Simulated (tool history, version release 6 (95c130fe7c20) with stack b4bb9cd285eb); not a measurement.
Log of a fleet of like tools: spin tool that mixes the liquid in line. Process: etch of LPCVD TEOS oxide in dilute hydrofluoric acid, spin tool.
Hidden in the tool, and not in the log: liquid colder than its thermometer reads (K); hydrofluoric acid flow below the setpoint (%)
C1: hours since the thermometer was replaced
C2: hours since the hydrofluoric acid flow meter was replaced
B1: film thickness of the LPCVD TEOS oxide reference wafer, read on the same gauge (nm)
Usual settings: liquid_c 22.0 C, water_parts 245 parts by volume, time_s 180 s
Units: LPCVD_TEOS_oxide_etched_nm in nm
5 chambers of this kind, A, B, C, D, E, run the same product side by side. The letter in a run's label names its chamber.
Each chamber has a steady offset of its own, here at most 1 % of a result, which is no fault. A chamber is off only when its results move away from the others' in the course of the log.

At hour 0.3: chamber B: thermometer replaced.
Run 1E, hour 7.1: usual settings; C1 685.1; C2 281.1; B1 140.00. Result: LPCVD_TEOS_oxide_etched_nm 13.9620 nm.
Run 2A, hour 12.9: usual settings; C1 498.2; C2 883.1; B1 139.94. Result: LPCVD_TEOS_oxide_etched_nm 13.6390 nm.
Run 3C, hour 18.5: usual settings; C1 456.8; C2 1683.5; B1 140.00. Result: LPCVD_TEOS_oxide_etched_nm 13.4340 nm.
Run 4D, hour 23.7: usual settings; C1 353.9; C2 602.3; B1 140.04. Result: LPCVD_TEOS_oxide_etched_nm 13.9440 nm.
Run 5B, hour 30.9: usual settings; C1 30.6; C2 138.1; B1 140.01. Result: LPCVD_TEOS_oxide_etched_nm 13.7500 nm.
Run 6D, hour 40.5: usual settings; C1 370.7; C2 619.1; B1 140.00. Result: LPCVD_TEOS_oxide_etched_nm 13.6530 nm.
Run 7E, hour 45.3: usual settings; C1 723.3; C2 319.3; B1 140.00. Result: LPCVD_TEOS_oxide_etched_nm 13.6960 nm.
At hour 51.5: chamber D: hydrofluoric acid flow meter replaced.
Run 8B, hour 51.5: usual settings but water_parts 350 parts by volume; C1 51.2; C2 158.7; B1 140.00. Result: LPCVD_TEOS_oxide_etched_nm 8.6356 nm.
Run 9C, hour 61.7: usual settings but water_parts 350 parts by volume; C1 500.0; C2 1726.7; B1 140.03. Result: LPCVD_TEOS_oxide_etched_nm 8.6051 nm.
Run 10A, hour 66.6: usual settings but water_parts 350 parts by volume; C1 551.9; C2 936.8; B1 139.99. Result: LPCVD_TEOS_oxide_etched_nm 8.6220 nm.
Run 11B, hour 74.1: usual settings but water_parts 350 parts by volume; C1 73.8; C2 181.3; B1 139.99. Result: LPCVD_TEOS_oxide_etched_nm 8.5834 nm.
Run 12A, hour 84.1: usual settings but water_parts 350 parts by volume; C1 569.4; C2 954.3; B1 140.00. Result: LPCVD_TEOS_oxide_etched_nm 8.7478 nm.
Run 13D, hour 89.7: usual settings; C1 419.9; C2 38.3; B1 139.98. Result: LPCVD_TEOS_oxide_etched_nm 13.8580 nm.
Run 14E, hour 97.0: usual settings; C1 775.0; C2 371.0; B1 140.03. Result: LPCVD_TEOS_oxide_etched_nm 13.5320 nm.
Run 15C, hour 107.4: usual settings; C1 545.7; C2 1772.4; B1 140.03. Result: LPCVD_TEOS_oxide_etched_nm 13.7770 nm.
Run 16A, hour 116.9: usual settings; C1 602.2; C2 987.1; B1 140.02. Result: LPCVD_TEOS_oxide_etched_nm 13.5120 nm.
Run 17B, hour 122.8: usual settings; C1 122.5; C2 230.0; B1 139.99. Result: LPCVD_TEOS_oxide_etched_nm 13.5260 nm.
Run 18D, hour 127.9: usual settings; C1 458.1; C2 76.5; B1 140.02. Result: LPCVD_TEOS_oxide_etched_nm 13.7370 nm.
Run 19E, hour 134.1: usual settings; C1 812.1; C2 408.1; B1 139.99. Result: LPCVD_TEOS_oxide_etched_nm 13.4440 nm.
Run 20C, hour 142.4: usual settings; C1 580.7; C2 1807.4; B1 139.99. Result: LPCVD_TEOS_oxide_etched_nm 13.6050 nm.
Run 21B, hour 151.4: usual settings but liquid_c 18.5 C; C1 151.1; C2 258.6; B1 139.99. Result: LPCVD_TEOS_oxide_etched_nm 11.9010 nm.
Run 22C, hour 161.1: usual settings but liquid_c 18.5 C; C1 599.4; C2 1826.1; B1 140.04. Result: LPCVD_TEOS_oxide_etched_nm 11.9530 nm.
Run 23E, hour 169.7: usual settings but liquid_c 18.5 C; C1 847.7; C2 443.7; B1 139.97. Result: LPCVD_TEOS_oxide_etched_nm 11.6810 nm.
Run 24A, hour 175.8: usual settings but liquid_c 18.5 C; C1 661.1; C2 1046.0; B1 139.98. Result: LPCVD_TEOS_oxide_etched_nm 11.9850 nm.
Run 25D, hour 184.9: usual settings but liquid_c 18.5 C; C1 515.1; C2 133.5; B1 139.96. Result: LPCVD_TEOS_oxide_etched_nm 12.2310 nm.
Run 26A, hour 192.4: usual settings but time_s 240 s; C1 677.7; C2 1062.6; B1 140.00. Result: LPCVD_TEOS_oxide_etched_nm 18.0870 nm.
Run 27E, hour 197.5: usual settings but time_s 240 s; C1 875.5; C2 471.5; B1 139.98. Result: LPCVD_TEOS_oxide_etched_nm 17.8870 nm.
Run 28C, hour 206.1: usual settings but time_s 240 s; C1 644.4; C2 1871.1; B1 140.02. Result: LPCVD_TEOS_oxide_etched_nm 18.2450 nm.
At hour 212.0: chamber C: hydrofluoric acid flow meter replaced.
Run 29B, hour 213.5: usual settings but time_s 240 s; C1 213.2; C2 320.7; B1 139.94. Result: LPCVD_TEOS_oxide_etched_nm 17.9610 nm.
Run 30D, hour 221.3: usual settings but time_s 240 s; C1 551.5; C2 169.9; B1 139.97. Result: LPCVD_TEOS_oxide_etched_nm 18.5890 nm.
Run 31D, hour 228.2: usual settings; C1 558.4; C2 176.8; B1 139.95. Result: LPCVD_TEOS_oxide_etched_nm 13.8680 nm.
Run 32C, hour 238.0: usual settings but water_parts 350 parts by volume; C1 676.3; C2 26.0; B1 139.95. Result: LPCVD_TEOS_oxide_etched_nm 8.7767 nm.
Run 33B, hour 248.3: usual settings but water_parts 350 parts by volume; C1 248.0; C2 355.5; B1 140.02. Result: LPCVD_TEOS_oxide_etched_nm 8.5922 nm.
Run 34A, hour 257.2: usual settings but water_parts 350 parts by volume; C1 742.5; C2 1127.4; B1 140.01. Result: LPCVD_TEOS_oxide_etched_nm 8.5356 nm.
Run 35E, hour 264.2: usual settings but water_parts 350 parts by volume; C1 942.2; C2 538.2; B1 140.06. Result: LPCVD_TEOS_oxide_etched_nm 8.2159 nm.
Run 36E, hour 270.8: usual settings but water_parts 350 parts by volume; C1 948.8; C2 544.8; B1 140.01. Result: LPCVD_TEOS_oxide_etched_nm 8.2072 nm.
Run 37B, hour 277.1: usual settings; C1 276.8; C2 384.3; B1 140.00. Result: LPCVD_TEOS_oxide_etched_nm 13.6670 nm.
Run 38D, hour 282.1: usual settings; C1 612.3; C2 230.7; B1 140.02. Result: LPCVD_TEOS_oxide_etched_nm 13.8690 nm.

Next, every chamber runs the same settings. What will each give?
Run 39A, hour 289.9: usual settings but liquid_c 18.0 C. Result: LPCVD_TEOS_oxide_etched_nm ?.
Run 39B, hour 289.9: usual settings but liquid_c 18.0 C. Result: LPCVD_TEOS_oxide_etched_nm ?.
Run 39C, hour 289.9: usual settings but liquid_c 18.0 C. Result: LPCVD_TEOS_oxide_etched_nm ?.
Run 39D, hour 289.9: usual settings but liquid_c 18.0 C. Result: LPCVD_TEOS_oxide_etched_nm ?.
Run 39E, hour 289.9: usual settings but liquid_c 18.0 C. Result: LPCVD_TEOS_oxide_etched_nm ?.

run  LPCVD_TEOS_oxide_etched_nm
39A                     11.7570
39B                     11.8140
39C                     11.8540
39D                     11.7760
39E                     11.1300
